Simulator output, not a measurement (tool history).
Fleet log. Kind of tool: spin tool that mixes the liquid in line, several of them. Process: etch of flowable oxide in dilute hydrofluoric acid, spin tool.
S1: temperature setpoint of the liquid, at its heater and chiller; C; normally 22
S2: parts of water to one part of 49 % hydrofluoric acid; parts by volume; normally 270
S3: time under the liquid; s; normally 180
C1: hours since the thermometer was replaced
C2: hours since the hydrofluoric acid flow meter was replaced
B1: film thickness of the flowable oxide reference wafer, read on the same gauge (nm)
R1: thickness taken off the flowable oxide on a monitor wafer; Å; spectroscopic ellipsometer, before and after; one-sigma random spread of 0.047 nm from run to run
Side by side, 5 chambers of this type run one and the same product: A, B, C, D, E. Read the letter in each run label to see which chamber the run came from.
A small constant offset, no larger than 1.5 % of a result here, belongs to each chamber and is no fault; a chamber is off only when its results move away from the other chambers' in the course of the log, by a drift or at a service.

Run 1E, hour 2.9: usual settings; C1 597.2; C2 236.2; B1 120.02. Result: R1 151.43 Å.
Run 2D, hour 6.6: usual settings; C1 9.7; C2 702.2; B1 119.98. Result: R1 150.56 Å.
Run 3B, hour 9.7: usual settings; C1 1960.2; C2 388.5; B1 120.00. Result: R1 148.67 Å.
Run 4C, hour 12.4: usual settings; C1 1505.4; C2 622.6; B1 119.99. Result: R1 151.94 Å.
Run 5A, hour 15.9: usual settings; C1 1094.0; C2 914.9; B1 120.00. Result: R1 150.35 Å.
Run 6D, hour 20.1: usual settings; C1 23.2; C2 715.7; B1 120.02. Result: R1 149.83 Å.
At hour 23.4: chamber D: hydrofluoric acid flow meter replaced.
Run 7E, hour 23.5: usual settings; C1 617.8; C2 256.8; B1 120.00. Result: R1 151.42 Å.
Run 8B, hour 26.1: usual settings; C1 1976.6; C2 404.9; B1 120.00. Result: R1 149.64 Å.
Run 9A, hour 28.5: usual settings; C1 1106.6; C2 927.5; B1 120.01. Result: R1 149.67 Å.
Run 10C, hour 32.0: usual settings; C1 1525.0; C2 642.2; B1 120.01. Result: R1 151.95 Å.
Run 11C, hour 34.8: usual settings but S3 125 s; C1 1527.8; C2 645.0; B1 120.02. Result: R1 105.40 Å.
Run 12A, hour 39.1: usual settings but S3 125 s; C1 1117.2; C2 938.1; B1 119.99. Result: R1 104.91 Å.
Run 13B, hour 41.8: usual settings but S3 125 s; C1 1992.3; C2 420.6; B1 119.98. Result: R1 102.91 Å.
Run 14E, hour 44.3: usual settings but S3 125 s; C1 638.6; C2 277.6; B1 119.99. Result: R1 105.03 Å.
Run 15D, hour 48.5: usual settings but S3 125 s; C1 51.6; C2 25.1; B1 120.02. Result: R1 104.16 Å.
Run 16C, hour 51.1: usual settings; C1 1544.1; C2 661.3; B1 120.04. Result: R1 151.93 Å.
Run 17A, hour 54.1: usual settings; C1 1132.2; C2 953.1; B1 120.01. Result: R1 150.32 Å.
Run 18B, hour 58.3: usual settings; C1 2008.8; C2 437.1; B1 120.03. Result: R1 148.21 Å.
Run 19E, hour 61.9: usual settings; C1 656.2; C2 295.2; B1 119.99. Result: R1 150.08 Å.
Run 20D, hour 65.0: usual settings but S2 180 parts by volume, S3 230 s; C1 68.1; C2 41.6; B1 120.00. Result: R1 314.67 Å.
Run 21C, hour 69.6: usual settings but S2 180 parts by volume, S3 230 s; C1 1562.6; C2 679.8; B1 120.00. Result: R1 319.90 Å.
Run 22A, hour 72.3: usual settings but S2 180 parts by volume, S3 230 s; C1 1150.4; C2 971.3; B1 119.99. Result: R1 319.38 Å.
Run 23E, hour 76.1: usual settings but S2 180 parts by volume, S3 230 s; C1 670.4; C2 309.4; B1 120.03. Result: R1 315.76 Å.
Run 24B, hour 78.3: usual settings but S2 180 parts by volume, S3 230 s; C1 2028.8; C2 457.1; B1 120.02. Result: R1 313.90 Å.
Run 25D, hour 80.4: usual settings; C1 83.5; C2 57.0; B1 120.01. Result: R1 150.89 Å.
Run 26B, hour 83.3: usual settings but S2 330 parts by volume, S3 245 s; C1 2033.8; C2 462.1; B1 120.01. Result: R1 155.06 Å.
Run 27A, hour 87.7: usual settings but S2 330 parts by volume, S3 245 s; C1 1165.8; C2 986.7; B1 120.00. Result: R1 158.00 Å.
Run 28C, hour 90.6: usual settings but S2 330 parts by volume, S3 245 s; C1 1583.6; C2 700.8; B1 120.01. Result: R1 158.96 Å.
Run 29D, hour 93.6: usual settings but S2 330 parts by volume, S3 245 s; C1 96.7; C2 70.2; B1 119.99. Result: R1 159.11 Å.
Run 30E, hour 98.0: usual settings but S2 330 parts by volume, S3 245 s; C1 692.3; C2 331.3; B1 119.98. Result: R1 159.06 Å.
Run 31B, hour 101.8: usual settings but S3 230 s; C1 2052.3; C2 480.6; B1 119.98. Result: R1 190.37 Å.

Is one chamber off against the others, does the gauge drift, or is nothing wrong? If a chamber is off, say which, and what the likeliest cause is.

No chamber is off and the gauge is stable; the differences are just each chamber's small, constant offset.
